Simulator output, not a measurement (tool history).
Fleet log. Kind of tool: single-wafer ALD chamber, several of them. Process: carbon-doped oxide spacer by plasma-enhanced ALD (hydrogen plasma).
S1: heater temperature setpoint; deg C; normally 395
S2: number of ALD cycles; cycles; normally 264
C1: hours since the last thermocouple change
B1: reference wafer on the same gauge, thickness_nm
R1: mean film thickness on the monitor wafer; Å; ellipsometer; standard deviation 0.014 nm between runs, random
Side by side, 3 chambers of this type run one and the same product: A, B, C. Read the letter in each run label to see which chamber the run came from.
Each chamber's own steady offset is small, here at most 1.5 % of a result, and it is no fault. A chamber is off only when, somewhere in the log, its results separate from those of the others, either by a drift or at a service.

Run 1B, hour 8.9: usual settings; C1 329; B1 13.798. Result: R1 133.46 Å.
Run 2A, hour 18.1: usual settings; C1 1969.1; B1 13.792. Result: R1 130.11 Å.
Run 3C, hour 27: usual settings; C1 825.6; B1 13.791. Result: R1 131.18 Å.
Run 4A, hour 35.5: usual settings; C1 1986.5; B1 13.792. Result: R1 130.04 Å.
Run 5B, hour 45.7: usual settings; C1 365.8; B1 13.787. Result: R1 133.39 Å.
Run 6C, hour 52.5: usual settings but S1 384 deg C, S2 241 cycles; C1 851.1; B1 13.788. Result: R1 120.2 Å.
Run 7B, hour 63.6: usual settings but S1 384 deg C, S2 241 cycles; C1 383.7; B1 13.783. Result: R1 121.85 Å.
Run 8A, hour 72.2: usual settings but S1 384 deg C, S2 241 cycles; C1 2023.2; B1 13.78. Result: R1 118.95 Å.
Run 9C, hour 78.8: usual settings; C1 877.4; B1 13.776. Result: R1 131.4 Å.
Run 10C, hour 88.1: usual settings; C1 886.7; B1 13.773. Result: R1 131.44 Å.
Run 11B, hour 93.7: usual settings; C1 413.8; B1 13.773. Result: R1 133.41 Å.
Run 12A, hour 100.8: usual settings; C1 2051.8; B1 13.777. Result: R1 129.85 Å.
Run 13C, hour 108.3: usual settings; C1 906.9; B1 13.774. Result: R1 131.16 Å.
Run 14B, hour 113.4: usual settings; C1 433.5; B1 13.77. Result: R1 133.18 Å.
Run 15A, hour 121.6: usual settings; C1 2072.6; B1 13.768. Result: R1 129.83 Å.
Run 16B, hour 127.6: usual settings; C1 447.7; B1 13.77. Result: R1 133 Å.
Run 17C, hour 134: usual settings; C1 932.6; B1 13.767. Result: R1 131.17 Å.
Run 18A, hour 139: usual settings; C1 2090; B1 13.761. Result: R1 129.63 Å.
Run 19A, hour 147.5: usual settings; C1 2098.5; B1 13.759. Result: R1 129.92 Å.
Run 20B, hour 158.8: usual settings; C1 478.9; B1 13.756. Result: R1 133.17 Å.
Run 21C, hour 166.2: usual settings; C1 964.8; B1 13.754. Result: R1 131.01 Å.
Run 22C, hour 177.1: usual settings but S1 388 deg C; C1 975.7; B1 13.748. Result: R1 131.13 Å.
Run 23A, hour 183.5: usual settings but S1 388 deg C; C1 2134.5; B1 13.749. Result: R1 129.88 Å.
Run 24B, hour 189.5: usual settings but S1 388 deg C; C1 509.6; B1 13.75. Result: R1 133.11 Å.
Run 25C, hour 197.3: usual settings; C1 995.9; B1 13.746. Result: R1 130.81 Å.
Run 26B, hour 208.4: usual settings; C1 528.5; B1 13.747. Result: R1 133.09 Å.
Run 27A, hour 218.9: usual settings; C1 2169.9; B1 13.742. Result: R1 129.36 Å.

Read the log: is a single chamber off, either drifting away or since a service, is the gauge that measures every chamber drifting, or is nothing wrong beyond small per-chamber offsets? Name any odd chamber and what most likely caused it.

Gauge drift. The chambers move together only on paper, and none stands off.
What lies behind it: gauge reads low (%) = 0.442.

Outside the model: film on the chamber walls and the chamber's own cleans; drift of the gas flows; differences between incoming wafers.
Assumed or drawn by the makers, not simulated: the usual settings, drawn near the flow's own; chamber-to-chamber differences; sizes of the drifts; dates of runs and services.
